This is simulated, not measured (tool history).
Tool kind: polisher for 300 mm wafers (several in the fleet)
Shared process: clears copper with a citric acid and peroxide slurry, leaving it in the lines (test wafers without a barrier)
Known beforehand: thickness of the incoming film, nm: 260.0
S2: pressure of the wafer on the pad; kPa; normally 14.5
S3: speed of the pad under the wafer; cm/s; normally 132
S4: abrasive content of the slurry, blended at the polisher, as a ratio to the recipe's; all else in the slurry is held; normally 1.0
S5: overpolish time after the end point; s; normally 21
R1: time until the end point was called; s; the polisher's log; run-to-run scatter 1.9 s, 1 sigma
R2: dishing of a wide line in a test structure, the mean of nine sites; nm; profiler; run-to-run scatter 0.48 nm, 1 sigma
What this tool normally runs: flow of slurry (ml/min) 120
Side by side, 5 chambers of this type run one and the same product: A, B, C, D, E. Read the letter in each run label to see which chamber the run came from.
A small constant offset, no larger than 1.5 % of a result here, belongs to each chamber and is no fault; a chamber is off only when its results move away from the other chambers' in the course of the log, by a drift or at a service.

Run 1C, day 0.196: usual settings. Result: R1 120.290 s, R2 21.444 nm.
Run 2B, day 0.350: usual settings. Result: R1 121.880 s, R2 21.386 nm.
Run 3D, day 0.450: usual settings. Result: R1 118.240 s, R2 22.142 nm.
Run 4E, day 0.675: usual settings. Result: R1 116.080 s, R2 21.789 nm.
At day 0.696: chamber B: worn pad replaced by a new one.
Run 5A, day 0.825: usual settings. Result: R1 119.430 s, R2 21.764 nm.
At day 0.929: chamber D: slurry blender recalibrated.
Run 6B, day 0.983: usual settings. Result: R1 121.970 s, R2 21.762 nm.
At day 1.154: chamber A: worn pad replaced by a new one.
Run 7D, day 1.171: usual settings. Result: R1 119.130 s, R2 21.583 nm.
Run 8E, day 1.383: usual settings. Result: R1 117.100 s, R2 21.847 nm.
Run 9C, day 1.538: usual settings. Result: R1 117.810 s, R2 22.349 nm.
Run 10A, day 1.733: usual settings. Result: R1 119.130 s, R2 22.238 nm.
At day 1.758: chamber A: slurry blender recalibrated.
Run 11A, day 1.879: usual settings. Result: R1 119.830 s, R2 21.498 nm.
At day 1.954: chamber C: worn pad replaced by a new one.
Run 12C, day 2.071: usual settings but S2 17.9 kPa. Result: R1 101.380 s, R2 24.475 nm.
Run 13B, day 2.188: usual settings but S2 17.9 kPa. Result: R1 96.501 s, R2 23.742 nm.
Run 14D, day 2.292: usual settings but S2 17.9 kPa. Result: R1 94.616 s, R2 24.460 nm.
Run 15E, day 2.488: usual settings but S2 17.9 kPa. Result: R1 100.220 s, R2 25.540 nm.
At day 2.567: chamber D: worn pad replaced by a new one.
At day 2.638: chamber E: worn pad replaced by a new one.
Run 16B, day 2.704: usual settings but S2 17.9 kPa. Result: R1 95.257 s, R2 23.512 nm.
Run 17E, day 2.821: usual settings. Result: R1 117.360 s, R2 22.281 nm.
Run 18C, day 2.921: usual settings. Result: R1 120.340 s, R2 22.250 nm.
Run 19D, day 3.133: usual settings. Result: R1 121.000 s, R2 21.189 nm.
Run 20A, day 3.292: usual settings. Result: R1 120.200 s, R2 21.511 nm.
At day 3.396: chamber D: head pressure recalibrated.
Run 21B, day 3.471: usual settings. Result: R1 119.360 s, R2 20.821 nm.
Run 22E, day 3.621: usual settings. Result: R1 119.120 s, R2 22.083 nm.
At day 3.654: chamber A: worn pad replaced by a new one.
Run 23D, day 3.846: usual settings. Result: R1 119.600 s, R2 21.399 nm.
Run 24A, day 3.996: usual settings. Result: R1 121.100 s, R2 22.010 nm.
At day 4.038: chamber B: slurry blender recalibrated.
Run 25C, day 4.183: usual settings but S4 0.8, S5 25 s. Result: R1 126.240 s, R2 23.497 nm.
Run 26B, day 4.283: usual settings but S4 0.8, S5 25 s. Result: R1 127.000 s, R2 23.177 nm.
At day 4.288: chamber D: slurry nozzle cleaned.
Run 27A, day 4.496: usual settings but S4 0.8, S5 25 s. Result: R1 125.320 s, R2 22.527 nm.
Run 28C, day 4.625: usual settings but S4 0.8, S5 25 s. Result: R1 127.060 s, R2 24.059 nm.
At day 4.667: chamber C: worn pad replaced by a new one.
Run 29D, day 4.746: usual settings but S4 0.8, S5 25 s. Result: R1 125.150 s, R2 23.709 nm.
Run 30E, day 4.896: usual settings but flow of slurry (ml/min) 105, S5 17 s. Result: R1 128.800 s, R2 18.718 nm.
At day 4.925: chamber B: worn pad replaced by a new one.
Run 31B, day 5.062: usual settings but flow of slurry (ml/min) 105, S5 17 s. Result: R1 122.040 s, R2 18.828 nm.
Run 32C, day 5.229: usual settings but flow of slurry (ml/min) 105, S5 17 s. Result: R1 126.960 s, R2 18.959 nm.
Run 33A, day 5.433: usual settings but flow of slurry (ml/min) 105, S5 17 s. Result: R1 120.640 s, R2 19.435 nm.
At day 5.467: chamber C: head pressure recalibrated.
Run 34D, day 5.629: usual settings but flow of slurry (ml/min) 105, S5 17 s. Result: R1 126.730 s, R2 18.624 nm.
Run 35E, day 5.829: usual settings but flow of slurry (ml/min) 95. Result: R1 132.070 s, R2 20.907 nm.
Run 36D, day 6.046: usual settings but flow of slurry (ml/min) 95. Result: R1 128.300 s, R2 21.673 nm.
Run 37B, day 6.171: usual settings but flow of slurry (ml/min) 95. Result: R1 129.160 s, R2 20.890 nm.
Run 38C, day 6.379: usual settings but flow of slurry (ml/min) 95. Result: R1 128.890 s, R2 21.707 nm.
Run 39A, day 6.583: usual settings but flow of slurry (ml/min) 95. Result: R1 123.430 s, R2 21.146 nm.
Run 40E, day 6.708: usual settings. Result: R1 124.780 s, R2 20.483 nm.

Is one chamber out of step, is the gauge drifting, or do the chambers differ by no more than their own small offsets? For an off chamber, give its letter and the likeliest cause.

One chamber, E, drifts off from the rest bit by bit.
Most likely cause: abrasive missing from the slurry, % = 33.1.
It could be hard to tell apart here from: slurry flow missing at the pad, %; head's pressure below its setpoint, %.

Which of the 4 candidates below, each the usual settings with something changed and its results left as question marks, puts chamber E back in line with what the other chambers give on the usual settings?
To be in line, a result may differ from the other chambers' mean on the usual settings by at most: R1 6.600 s; R2 1.700 nm
Run 41E-1, day 6.871: usual settings but S2 13.1 kPa, S3 120 cm/s. Result: R1 ?, R2 ?.
Run 41E-2, day 6.871: usual settings but S2 15.2 kPa, S3 138 cm/s. Result: R1 ?, R2 ?.
Run 41E-3, day 6.871: usual settings but S2 15.9 kPa, S3 144 cm/s. Result: R1 ?, R2 ?.
Run 41E-4, day 6.871: usual settings but S2 13.8 kPa, S3 126 cm/s. Result: R1 ?, R2 ?.

Average result of the remaining chambers running the usual settings: R1 119.930 s; R2 21.729 nm
  run       R1      R2
41E-1  157.790  18.349
41E-2  119.730  21.715
41E-3  110.040  22.753
41E-4  143.320  19.508
41E-2 brings the chamber back in line.
